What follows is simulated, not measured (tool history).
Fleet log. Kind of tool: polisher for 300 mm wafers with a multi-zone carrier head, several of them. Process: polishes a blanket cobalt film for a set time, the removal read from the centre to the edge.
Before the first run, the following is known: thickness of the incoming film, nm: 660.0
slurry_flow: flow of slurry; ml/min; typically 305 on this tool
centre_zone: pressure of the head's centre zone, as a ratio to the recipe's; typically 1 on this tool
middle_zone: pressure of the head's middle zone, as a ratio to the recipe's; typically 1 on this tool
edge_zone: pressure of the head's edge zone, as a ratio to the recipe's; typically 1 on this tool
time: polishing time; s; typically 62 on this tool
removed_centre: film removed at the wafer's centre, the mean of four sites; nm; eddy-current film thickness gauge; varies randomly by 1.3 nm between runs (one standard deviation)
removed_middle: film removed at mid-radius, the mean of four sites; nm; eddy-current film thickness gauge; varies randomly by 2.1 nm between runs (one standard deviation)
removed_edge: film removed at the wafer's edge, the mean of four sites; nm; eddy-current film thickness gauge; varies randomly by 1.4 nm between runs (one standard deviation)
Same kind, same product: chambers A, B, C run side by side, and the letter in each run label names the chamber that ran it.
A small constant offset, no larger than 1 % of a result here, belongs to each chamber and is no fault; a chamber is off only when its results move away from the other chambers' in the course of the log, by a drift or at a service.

run 1C day=0.471 | slurry_flow=305 centre_zone=1 middle_zone=1 edge_zone=1 time=62 | removed_centre=165.22 removed_middle=166.1 removed_edge=164.59
-- day=0.85 chamber A: worn pad replaced by a new one
run 2B day=1.05 | slurry_flow=305 centre_zone=1 middle_zone=1 edge_zone=1 time=62 | removed_centre=163.97 removed_middle=160.7 removed_edge=163.9
run 3A day=1.417 | slurry_flow=305 centre_zone=1 middle_zone=1 edge_zone=1 time=62 | removed_centre=163.64 removed_middle=165.05 removed_edge=164.3
-- day=1.596 chamber B: worn pad replaced by a new one
run 4B day=1.746 | slurry_flow=305 centre_zone=1 middle_zone=1 edge_zone=1 time=62 | removed_centre=167.01 removed_middle=159.96 removed_edge=161.15
run 5C day=2.033 | slurry_flow=305 centre_zone=1 middle_zone=1 edge_zone=1 time=62 | removed_centre=162.81 removed_middle=159.8 removed_edge=162.17
run 6A day=2.396 | slurry_flow=305 centre_zone=1.11 middle_zone=1 edge_zone=1 time=62 | removed_centre=183.36 removed_middle=165.04 removed_edge=167.27
run 7C day=2.912 | slurry_flow=305 centre_zone=1.11 middle_zone=1 edge_zone=1 time=62 | removed_centre=181.54 removed_middle=164.91 removed_edge=163.89
-- day=3.071 chamber C: worn pad replaced by a new one
run 8A day=3.4 | slurry_flow=305 centre_zone=1.11 middle_zone=1 edge_zone=1 time=62 | removed_centre=182.19 removed_middle=168 removed_edge=164.53
run 9B day=3.825 | slurry_flow=305 centre_zone=1 middle_zone=1 edge_zone=1 time=62 | removed_centre=164.88 removed_middle=169.91 removed_edge=164.43
-- day=4.083 chamber A: worn pad replaced by a new one
-- day=4.362 chamber C: slurry nozzle cleaned
run 10C day=4.379 | slurry_flow=305 centre_zone=1.05 middle_zone=1 edge_zone=1 time=49 | removed_centre=136.14 removed_middle=126.92 removed_edge=129.3
run 11A day=4.888 | slurry_flow=305 centre_zone=1.05 middle_zone=1 edge_zone=1 time=49 | removed_centre=135.75 removed_middle=130.09 removed_edge=129.08
run 12B day=5.433 | slurry_flow=305 centre_zone=1.05 middle_zone=1 edge_zone=1 time=49 | removed_centre=138.47 removed_middle=132.88 removed_edge=130.9
-- day=6.029 chamber C: worn pad replaced by a new one
run 13A day=6.05 | slurry_flow=305 centre_zone=1 middle_zone=1 edge_zone=1 time=62 | removed_centre=162.87 removed_middle=168.82 removed_edge=163.85
run 14C day=6.6 | slurry_flow=305 centre_zone=1 middle_zone=1 edge_zone=1 time=62 | removed_centre=164.96 removed_middle=158.4 removed_edge=163.02
run 15B day=7.042 | slurry_flow=305 centre_zone=1 middle_zone=1 edge_zone=1 time=62 | removed_centre=164.74 removed_middle=164.54 removed_edge=163.39
-- day=7.171 chamber A: worn pad replaced by a new one
run 16C day=7.542 | slurry_flow=305 centre_zone=1 middle_zone=1 edge_zone=1 time=62 | removed_centre=166.37 removed_middle=164.52 removed_edge=164.51
-- day=7.688 chamber A: centre zone pressure recalibrated
run 17A day=7.842 | slurry_flow=305 centre_zone=1 middle_zone=1 edge_zone=1 time=62 | removed_centre=162.62 removed_middle=164.05 removed_edge=160.48
-- day=8.071 chamber B: worn pad replaced by a new one
run 18B day=8.238 | slurry_flow=335 centre_zone=1.04 middle_zone=1 edge_zone=1 time=62 | removed_centre=174.91 removed_middle=166.53 removed_edge=166.77
run 19C day=8.792 | slurry_flow=335 centre_zone=1.04 middle_zone=1 edge_zone=1 time=62 | removed_centre=170 removed_middle=165.01 removed_edge=163.63
-- day=8.9 chamber C: worn pad replaced by a new one
run 20A day=9.167 | slurry_flow=335 centre_zone=1.04 middle_zone=1 edge_zone=1 time=62 | removed_centre=168.21 removed_middle=162.35 removed_edge=162.98
run 21B day=9.546 | slurry_flow=305 centre_zone=1 middle_zone=1 edge_zone=1 time=62 | removed_centre=164.32 removed_middle=164.32 removed_edge=163.28
run 22C day=9.833 | slurry_flow=305 centre_zone=1 middle_zone=1 edge_zone=1 time=72 | removed_centre=188.29 removed_middle=186.14 removed_edge=189.7
-- day=10.25 chamber A: worn pad replaced by a new one
run 23A day=10.338 | slurry_flow=305 centre_zone=1 middle_zone=1 edge_zone=1 time=72 | removed_centre=185.29 removed_middle=186.93 removed_edge=185.98
run 24B day=10.75 | slurry_flow=305 centre_zone=1 middle_zone=1 edge_zone=1 time=72 | removed_centre=193.51 removed_middle=195.77 removed_edge=187.59
run 25C day=11.171 | slurry_flow=305 centre_zone=1 middle_zone=1 edge_zone=1 time=62 | removed_centre=163.5 removed_middle=161.77 removed_edge=162.6
run 26B day=11.504 | slurry_flow=305 centre_zone=1 middle_zone=1 edge_zone=1 time=62 | removed_centre=164.37 removed_middle=168.26 removed_edge=163.12
run 27A day=11.896 | slurry_flow=305 centre_zone=1 middle_zone=1 edge_zone=1 time=62 | removed_centre=153.43 removed_middle=159.5 removed_edge=158.55
-- day=12.325 chamber C: worn pad replaced by a new one
run 28B day=12.475 | slurry_flow=305 centre_zone=1 middle_zone=1 edge_zone=1 time=62 | removed_centre=163.64 removed_middle=165.92 removed_edge=165.32
run 29A day=12.867 | slurry_flow=305 centre_zone=1 middle_zone=1 edge_zone=1 time=62 | removed_centre=157.67 removed_middle=160.46 removed_edge=158.08
run 30C day=13.179 | slurry_flow=305 centre_zone=1 middle_zone=1 edge_zone=1 time=62 | removed_centre=162.59 removed_middle=161.41 removed_edge=161.69
-- day=13.492 chamber A: worn pad replaced by a new one
run 31C day=13.754 | slurry_flow=305 centre_zone=1 middle_zone=1 edge_zone=1 time=62 | removed_centre=163.72 removed_middle=163.8 removed_edge=166.75
-- day=13.929 chamber B: worn pad replaced by a new one
run 32A day=14.021 | slurry_flow=305 centre_zone=1 middle_zone=1 edge_zone=1 time=62 | removed_centre=153.04 removed_middle=156.34 removed_edge=156.5
run 33B day=14.4 | slurry_flow=305 centre_zone=1 middle_zone=1 edge_zone=1 time=62 | removed_centre=163.9 removed_middle=169.52 removed_edge=166.59

Next, every chamber runs the same settings. What will each give?
run 34A day=14.842 | slurry_flow=340 centre_zone=1 middle_zone=1 edge_zone=1 time=62 | removed_centre=? removed_middle=? removed_edge=?
run 34B day=14.842 | slurry_flow=340 centre_zone=1 middle_zone=1 edge_zone=1 time=62 | removed_centre=? removed_middle=? removed_edge=?
run 34C day=14.842 | slurry_flow=340 centre_zone=1 middle_zone=1 edge_zone=1 time=62 | removed_centre=? removed_middle=? removed_edge=?

run=34A removed_centre=154.57 removed_middle=156.32 removed_edge=157.1
run=34B removed_centre=167.65 removed_middle=166.02 removed_edge=166.21
run=34C removed_centre=165.08 removed_middle=166.51 removed_edge=164.53
